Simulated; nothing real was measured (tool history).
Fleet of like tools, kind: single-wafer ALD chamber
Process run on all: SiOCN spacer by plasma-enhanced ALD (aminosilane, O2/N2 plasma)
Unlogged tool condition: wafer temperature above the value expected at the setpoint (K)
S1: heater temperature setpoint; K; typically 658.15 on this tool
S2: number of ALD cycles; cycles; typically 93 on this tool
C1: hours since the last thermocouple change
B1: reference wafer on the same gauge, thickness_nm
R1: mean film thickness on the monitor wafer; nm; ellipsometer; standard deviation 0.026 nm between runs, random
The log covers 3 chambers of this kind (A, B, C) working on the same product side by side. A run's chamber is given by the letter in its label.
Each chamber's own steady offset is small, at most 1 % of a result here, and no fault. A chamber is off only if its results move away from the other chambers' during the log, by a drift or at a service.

{"run": "1A", "day": 0.408, "S1": 658.15, "S2": 93, "C1": 86.5, "B1": 6.2029, "R1": 5.6172}
{"run": "2C", "day": 0.708, "S1": 658.15, "S2": 93, "C1": 239.1, "B1": 6.1975, "R1": 5.6369}
{"run": "3B", "day": 1.262, "S1": 658.15, "S2": 93, "C1": 477.6, "B1": 6.2018, "R1": 5.622}
{"run": "4A", "day": 1.775, "S1": 658.15, "S2": 93, "C1": 119.3, "B1": 6.1978, "R1": 5.6099}
{"run": "5B", "day": 2.317, "S1": 658.15, "S2": 93, "C1": 502.9, "B1": 6.202, "R1": 5.6727}
{"run": "6C", "day": 2.571, "S1": 658.15, "S2": 93, "C1": 283.8, "B1": 6.1969, "R1": 5.6161}
{"run": "7C", "day": 3.079, "S1": 658.15, "S2": 100, "C1": 296.0, "B1": 6.2035, "R1": 6.1008}
{"run": "8A", "day": 3.529, "S1": 658.15, "S2": 100, "C1": 161.4, "B1": 6.1978, "R1": 6.0722}
{"run": "9B", "day": 3.929, "S1": 658.15, "S2": 100, "C1": 541.6, "B1": 6.2099, "R1": 6.1076}
{"run": "10A", "day": 4.371, "S1": 653.15, "S2": 75, "C1": 181.6, "B1": 6.2035, "R1": 4.5385}
{"run": "11B", "day": 4.688, "S1": 653.15, "S2": 75, "C1": 559.8, "B1": 6.2064, "R1": 4.5598}
{"run": "12C", "day": 5.033, "S1": 653.15, "S2": 75, "C1": 342.9, "B1": 6.2021, "R1": 4.5296}
{"run": "13C", "day": 5.483, "S1": 658.15, "S2": 93, "C1": 353.7, "B1": 6.1969, "R1": 5.6132}
{"run": "14A", "day": 5.783, "S1": 658.15, "S2": 93, "C1": 215.5, "B1": 6.1952, "R1": 5.6398}
{"run": "15B", "day": 6.058, "S1": 658.15, "S2": 93, "C1": 592.7, "B1": 6.1998, "R1": 5.6994}
{"run": "16B", "day": 6.479, "S1": 658.15, "S2": 93, "C1": 602.8, "B1": 6.2012, "R1": 5.6373}
{"run": "17C", "day": 6.833, "S1": 658.15, "S2": 93, "C1": 386.1, "B1": 6.1935, "R1": 5.6292}
{"run": "18A", "day": 7.325, "S1": 658.15, "S2": 93, "C1": 252.5, "B1": 6.2015, "R1": 5.6185}
{"run": "19A", "day": 7.65, "S1": 658.15, "S2": 93, "C1": 260.3, "B1": 6.206, "R1": 5.6278}
{"run": "20B", "day": 7.938, "S1": 658.15, "S2": 93, "C1": 637.8, "B1": 6.2038, "R1": 5.6504}
{"run": "21C", "day": 8.242, "S1": 658.15, "S2": 93, "C1": 419.9, "B1": 6.1938, "R1": 5.6034}
{"run": "22B", "day": 8.638, "S1": 658.15, "S2": 93, "C1": 654.6, "B1": 6.1926, "R1": 5.6666}
{"run": "23C", "day": 8.954, "S1": 658.15, "S2": 93, "C1": 437.0, "B1": 6.2034, "R1": 5.6962}
{"run": "24A", "day": 9.438, "S1": 658.15, "S2": 93, "C1": 303.2, "B1": 6.1967, "R1": 5.6048}
{"run": "25A", "day": 9.904, "S1": 658.15, "S2": 93, "C1": 314.4, "B1": 6.1999, "R1": 5.5791}
{"run": "26C", "day": 10.154, "S1": 658.15, "S2": 83, "C1": 465.8, "B1": 6.1983, "R1": 5.0295}
{"run": "27B", "day": 10.542, "S1": 658.15, "S2": 83, "C1": 700.3, "B1": 6.1989, "R1": 5.0233}

What goes on in this fleet: one chamber off, a drifting gauge, or nothing beyond the chambers' own small offsets? Name the chamber and the cause, if any.

No chamber is off and the gauge is stable; the differences are just each chamber's small, constant offset.

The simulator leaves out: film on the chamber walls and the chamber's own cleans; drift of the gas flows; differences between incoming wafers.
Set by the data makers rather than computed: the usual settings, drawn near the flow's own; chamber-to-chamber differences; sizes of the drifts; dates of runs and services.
